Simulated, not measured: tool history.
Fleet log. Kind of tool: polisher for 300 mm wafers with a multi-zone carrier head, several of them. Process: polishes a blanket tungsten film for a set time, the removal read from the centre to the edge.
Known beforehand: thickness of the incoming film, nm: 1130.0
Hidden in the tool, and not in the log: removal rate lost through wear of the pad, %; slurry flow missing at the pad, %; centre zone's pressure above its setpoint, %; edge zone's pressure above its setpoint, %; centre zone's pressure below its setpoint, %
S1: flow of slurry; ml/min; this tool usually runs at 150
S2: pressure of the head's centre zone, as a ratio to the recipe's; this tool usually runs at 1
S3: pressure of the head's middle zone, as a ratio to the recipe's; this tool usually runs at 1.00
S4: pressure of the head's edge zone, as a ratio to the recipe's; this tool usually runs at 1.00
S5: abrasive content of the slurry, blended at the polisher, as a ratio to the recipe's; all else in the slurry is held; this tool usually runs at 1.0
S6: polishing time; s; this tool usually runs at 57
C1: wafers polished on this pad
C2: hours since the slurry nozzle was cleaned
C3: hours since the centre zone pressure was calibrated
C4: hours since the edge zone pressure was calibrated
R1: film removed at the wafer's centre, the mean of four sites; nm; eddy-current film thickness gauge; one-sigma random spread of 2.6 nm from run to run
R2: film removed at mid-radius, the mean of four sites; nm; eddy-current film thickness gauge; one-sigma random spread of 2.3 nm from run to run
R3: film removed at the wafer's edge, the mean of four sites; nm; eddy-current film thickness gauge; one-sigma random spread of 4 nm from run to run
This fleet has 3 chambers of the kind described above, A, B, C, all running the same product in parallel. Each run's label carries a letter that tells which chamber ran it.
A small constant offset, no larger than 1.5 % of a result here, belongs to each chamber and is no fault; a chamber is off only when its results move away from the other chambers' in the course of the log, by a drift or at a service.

{"hour": 6.4, "done": "chamber C: worn pad replaced by a new one"}
{"run": "1C", "hour": 11.0, "S1": 150, "S2": 1, "S3": 1.0, "S4": 1.0, "S5": 1.0, "S6": 57, "C1": 49, "C2": 420.3, "C3": 622.9, "C4": 49.7, "R1": 367.48, "R2": 368.66, "R3": 358.06}
{"run": "2A", "hour": 22.4, "S1": 150, "S2": 1, "S3": 1.0, "S4": 1.0, "S5": 1.0, "S6": 57, "C1": 359, "C2": 240.4, "C3": 675.0, "C4": 382.0, "R1": 369.46, "R2": 364.96, "R3": 368.88}
{"run": "3B", "hour": 33.4, "S1": 150, "S2": 1, "S3": 1.0, "S4": 1.0, "S5": 1.0, "S6": 57, "C1": 1165, "C2": 501.5, "C3": 213.4, "C4": 77.6, "R1": 367.28, "R2": 360.92, "R3": 364.43}
{"run": "4B", "hour": 45.7, "S1": 150, "S2": 1, "S3": 1.0, "S4": 1.0, "S5": 1.0, "S6": 57, "C1": 1294, "C2": 513.8, "C3": 225.7, "C4": 89.9, "R1": 367.35, "R2": 360.71, "R3": 363.19}
{"run": "5C", "hour": 56.6, "S1": 150, "S2": 1, "S3": 1.0, "S4": 1.0, "S5": 1.0, "S6": 57, "C1": 526, "C2": 465.9, "C3": 668.5, "C4": 95.3, "R1": 364.75, "R2": 365.72, "R3": 352.73}
{"run": "6A", "hour": 66.7, "S1": 150, "S2": 1, "S3": 1.07, "S4": 1.0, "S5": 1.0, "S6": 57, "C1": 823, "C2": 284.7, "C3": 719.3, "C4": 426.3, "R1": 368.63, "R2": 390.67, "R3": 363.85}
{"hour": 69.2, "done": "chamber B: worn pad replaced by a new one"}
{"run": "7C", "hour": 74.6, "S1": 150, "S2": 1, "S3": 1.07, "S4": 1.0, "S5": 1.0, "S6": 57, "C1": 714, "C2": 483.9, "C3": 686.5, "C4": 113.3, "R1": 368.4, "R2": 387.88, "R3": 362.87}
{"hour": 79.7, "done": "chamber A: worn pad replaced by a new one"}
{"run": "8B", "hour": 80.7, "S1": 150, "S2": 1, "S3": 1.07, "S4": 1.0, "S5": 1.0, "S6": 57, "C1": 121, "C2": 548.8, "C3": 260.7, "C4": 124.9, "R1": 365.97, "R2": 385.36, "R3": 364.5}
{"run": "9A", "hour": 88.5, "S1": 150, "S2": 1, "S3": 1.0, "S4": 1.0, "S5": 1.0, "S6": 57, "C1": 92, "C2": 306.5, "C3": 741.1, "C4": 448.1, "R1": 364.83, "R2": 364.79, "R3": 365.68}
{"hour": 96.6, "done": "chamber C: worn pad replaced by a new one"}
{"run": "10A", "hour": 96.7, "S1": 150, "S2": 1, "S3": 1.0, "S4": 1.0, "S5": 1.0, "S6": 57, "C1": 178, "C2": 314.7, "C3": 749.3, "C4": 456.3, "R1": 370.47, "R2": 361.06, "R3": 369.47}
{"run": "11B", "hour": 106.1, "S1": 150, "S2": 1, "S3": 1.0, "S4": 1.11, "S5": 1.0, "S6": 57, "C1": 387, "C2": 574.2, "C3": 286.1, "C4": 150.3, "R1": 363.21, "R2": 356.82, "R3": 390.15}
{"run": "12C", "hour": 112.8, "S1": 150, "S2": 1, "S3": 1.0, "S4": 1.11, "S5": 1.0, "S6": 57, "C1": 169, "C2": 522.1, "C3": 724.7, "C4": 151.5, "R1": 364.84, "R2": 366.52, "R3": 380.96}
{"hour": 118.3, "done": "chamber A: centre zone pressure recalibrated"}
{"run": "13A", "hour": 122.3, "S1": 150, "S2": 1, "S3": 1.0, "S4": 1.11, "S5": 1.0, "S6": 57, "C1": 446, "C2": 340.3, "C3": 4.1, "C4": 481.9, "R1": 395.98, "R2": 359.89, "R3": 386.04}
{"run": "14B", "hour": 130.0, "S1": 150, "S2": 1, "S3": 1.0, "S4": 1.06, "S5": 1.0, "S6": 57, "C1": 637, "C2": 598.1, "C3": 310.0, "C4": 174.2, "R1": 366.06, "R2": 360.0, "R3": 386.68}
{"run": "15C", "hour": 139.1, "S1": 150, "S2": 1, "S3": 1.0, "S4": 1.06, "S5": 1.0, "S6": 57, "C1": 445, "C2": 548.4, "C3": 751.0, "C4": 177.8, "R1": 366.42, "R2": 361.79, "R3": 367.95}
{"hour": 140.9, "done": "chamber B: slurry nozzle cleaned"}
{"run": "16A", "hour": 148.6, "S1": 150, "S2": 1, "S3": 1.0, "S4": 1.06, "S5": 1.0, "S6": 57, "C1": 721, "C2": 366.6, "C3": 30.4, "C4": 508.2, "R1": 396.28, "R2": 363.33, "R3": 376.98}
{"run": "17B", "hour": 158.8, "S1": 150, "S2": 1, "S3": 1.0, "S4": 1.0, "S5": 1.0, "S6": 57, "C1": 938, "C2": 18.0, "C3": 338.8, "C4": 203.0, "R1": 360.53, "R2": 355.9, "R3": 365.51}
{"run": "18C", "hour": 170.6, "S1": 150, "S2": 1, "S3": 1.0, "S4": 1.0, "S5": 0.8, "S6": 57, "C1": 774, "C2": 579.9, "C3": 782.5, "C4": 209.3, "R1": 349.51, "R2": 342.99, "R3": 344.01}
{"hour": 179.8, "done": "chamber A: worn pad replaced by a new one"}
{"run": "19B", "hour": 180.5, "S1": 150, "S2": 1, "S3": 1.0, "S4": 1.0, "S5": 0.8, "S6": 57, "C1": 1166, "C2": 39.7, "C3": 360.5, "C4": 224.7, "R1": 347.36, "R2": 340.95, "R3": 347.48}
{"run": "20C", "hour": 187.6, "S1": 150, "S2": 1, "S3": 1.0, "S4": 1.0, "S5": 0.8, "S6": 57, "C1": 952, "C2": 596.9, "C3": 799.5, "C4": 226.3, "R1": 346.7, "R2": 352.13, "R3": 335.73}
{"hour": 193.2, "done": "chamber C: worn pad replaced by a new one"}
{"hour": 194.4, "done": "chamber B: worn pad replaced by a new one"}
{"run": "21A", "hour": 197.0, "S1": 150, "S2": 1, "S3": 1.0, "S4": 1.0, "S5": 1.0, "S6": 57, "C1": 180, "C2": 415.0, "C3": 78.8, "C4": 556.6, "R1": 399.05, "R2": 367.41, "R3": 363.77}
{"run": "22C", "hour": 206.9, "S1": 150, "S2": 1, "S3": 1.0, "S4": 1.0, "S5": 0.9, "S6": 57, "C1": 143, "C2": 616.2, "C3": 818.8, "C4": 245.6, "R1": 356.38, "R2": 357.08, "R3": 356.74}
{"run": "23B", "hour": 216.2, "S1": 150, "S2": 1, "S3": 1.0, "S4": 1.0, "S5": 0.9, "S6": 57, "C1": 229, "C2": 75.4, "C3": 396.2, "C4": 260.4, "R1": 356.46, "R2": 355.25, "R3": 348.88}
{"run": "24A", "hour": 225.4, "S1": 150, "S2": 1, "S3": 1.0, "S4": 1.0, "S5": 0.9, "S6": 57, "C1": 477, "C2": 443.4, "C3": 107.2, "C4": 585.0, "R1": 383.38, "R2": 354.68, "R3": 360.41}
{"run": "25A", "hour": 234.0, "S1": 150, "S2": 1, "S3": 1.0, "S4": 1.0, "S5": 1.0, "S6": 57, "C1": 567, "C2": 452.0, "C3": 115.8, "C4": 593.6, "R1": 393.63, "R2": 366.69, "R3": 366.69}
{"run": "26C", "hour": 242.0, "S1": 150, "S2": 1, "S3": 1.0, "S4": 1.0, "S5": 1.0, "S6": 57, "C1": 510, "C2": 651.3, "C3": 853.9, "C4": 280.7, "R1": 362.74, "R2": 365.23, "R3": 362.92}
{"run": "27B", "hour": 254.5, "S1": 150, "S2": 1, "S3": 1.0, "S4": 1.0, "S5": 1.0, "S6": 57, "C1": 630, "C2": 113.7, "C3": 434.5, "C4": 298.7, "R1": 361.69, "R2": 358.54, "R3": 367.82}
{"hour": 257.6, "done": "chamber C: slurry nozzle cleaned"}
{"run": "28C", "hour": 266.6, "S1": 150, "S2": 1, "S3": 1.0, "S4": 1.0, "S5": 1.0, "S6": 57, "C1": 768, "C2": 9.1, "C3": 878.5, "C4": 305.3, "R1": 360.4, "R2": 369.36, "R3": 363.43}
{"run": "29B", "hour": 274.2, "S1": 150, "S2": 1, "S3": 1.0, "S4": 1.0, "S5": 1.0, "S6": 57, "C1": 836, "C2": 133.4, "C3": 454.2, "C4": 318.4, "R1": 362.88, "R2": 361.74, "R3": 369.55}
{"run": "30A", "hour": 281.1, "S1": 150, "S2": 1, "S3": 1.0, "S4": 1.0, "S5": 1.0, "S6": 57, "C1": 1060, "C2": 499.1, "C3": 162.9, "C4": 640.7, "R1": 393.79, "R2": 361.62, "R3": 369.02}
{"hour": 282.5, "done": "chamber A: worn pad replaced by a new one"}
{"run": "31A", "hour": 286.6, "S1": 150, "S2": 1, "S3": 1.0, "S4": 1.0, "S5": 1.0, "S6": 57, "C1": 43, "C2": 504.6, "C3": 168.4, "C4": 646.2, "R1": 394.97, "R2": 366.28, "R3": 372.7}

Next, all 3 chambers run the settings below, one line each with question marks for the results. What does each chamber give?
{"run": "32A", "hour": 295.5, "S1": 150, "S2": 1, "S3": 1.0, "S4": 1.0, "S5": 1.0, "S6": 57, "R1": "?", "R2": "?", "R3": "?"}
{"run": "32B", "hour": 295.5, "S1": 150, "S2": 1, "S3": 1.0, "S4": 1.0, "S5": 1.0, "S6": 57, "R1": "?", "R2": "?", "R3": "?"}
{"run": "32C", "hour": 295.5, "S1": 150, "S2": 1, "S3": 1.0, "S4": 1.0, "S5": 1.0, "S6": 57, "R1": "?", "R2": "?", "R3": "?"}

run=32A R1=393.13 R2=361.93 R3=365.20
run=32B R1=363.52 R2=360.79 R3=363.58
run=32C R1=364.25 R2=362.53 R3=364.98
